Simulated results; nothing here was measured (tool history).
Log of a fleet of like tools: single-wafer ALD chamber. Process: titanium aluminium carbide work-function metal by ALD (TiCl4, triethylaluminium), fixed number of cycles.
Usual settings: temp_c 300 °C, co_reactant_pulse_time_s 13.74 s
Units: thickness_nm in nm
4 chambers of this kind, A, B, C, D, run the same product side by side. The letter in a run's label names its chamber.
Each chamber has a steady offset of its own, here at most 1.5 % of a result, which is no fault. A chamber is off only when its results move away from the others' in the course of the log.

run,hour,temp_c,co_reactant_pulse_time_s,"read-back reference wafer on the same gauge, thickness_nm",thickness_nm
1B,8.7,300,13.74,2.2995,2.0273
2A,15.0,300,13.74,2.3019,2.0136
3C,23.1,300,13.74,2.2990,2.0534
4D,28.7,300,13.74,2.3001,2.0472
5D,33.7,294,10.74,2.3006,1.9671
6A,38.6,294,10.74,2.3010,1.9264
7C,43.0,294,10.74,2.2983,1.9707
8B,51.1,294,10.74,2.2989,1.9466
9C,57.1,300,13.74,2.3029,2.0573
10B,65.5,300,13.74,2.3008,2.0188
11D,70.5,306,13.74,2.3008,2.1079
12A,77.2,306,13.74,2.2995,2.0800
13C,84.4,306,13.74,2.2980,2.0942
14D,89.0,306,13.74,2.3000,2.1059
15B,96.1,300,8.62,2.3005,1.9351
16A,103.8,300,8.62,2.2996,1.9345
17D,111.5,300,8.62,2.2997,1.9653
18A,119.8,300,8.62,2.3001,1.9262
19B,127.1,300,13.74,2.3012,2.0327
20C,133.5,300,13.74,2.2983,2.0358
21D,139.7,300,13.74,2.2984,2.0448
# hour 144.4: chamber A: thermocouple changed; heater temperature recalibrated
22B,145.2,300,13.74,2.2991,2.0259
23A,153.2,300,13.74,2.2995,2.0204
24C,160.9,300,13.74,2.2984,2.0321
25C,167.0,300,13.74,2.3010,2.0266
26B,171.5,300,13.74,2.3017,2.0318
27A,179.1,300,18.88,2.3022,2.0328
28D,186.9,300,18.88,2.3022,2.0603
29A,195.4,300,18.88,2.3004,2.0364
30B,200.0,300,18.88,2.2988,2.0419
31D,207.3,300,13.74,2.2984,2.0590

Next, every chamber runs the same settings. What will each give?
32A,213.8,306,13.74,,?
32B,213.8,306,13.74,,?
32C,213.8,306,13.74,,?
32D,213.8,306,13.74,,?

run,thickness_nm
32A,2.0607
32B,2.0723
32C,2.0499
32D,2.0982
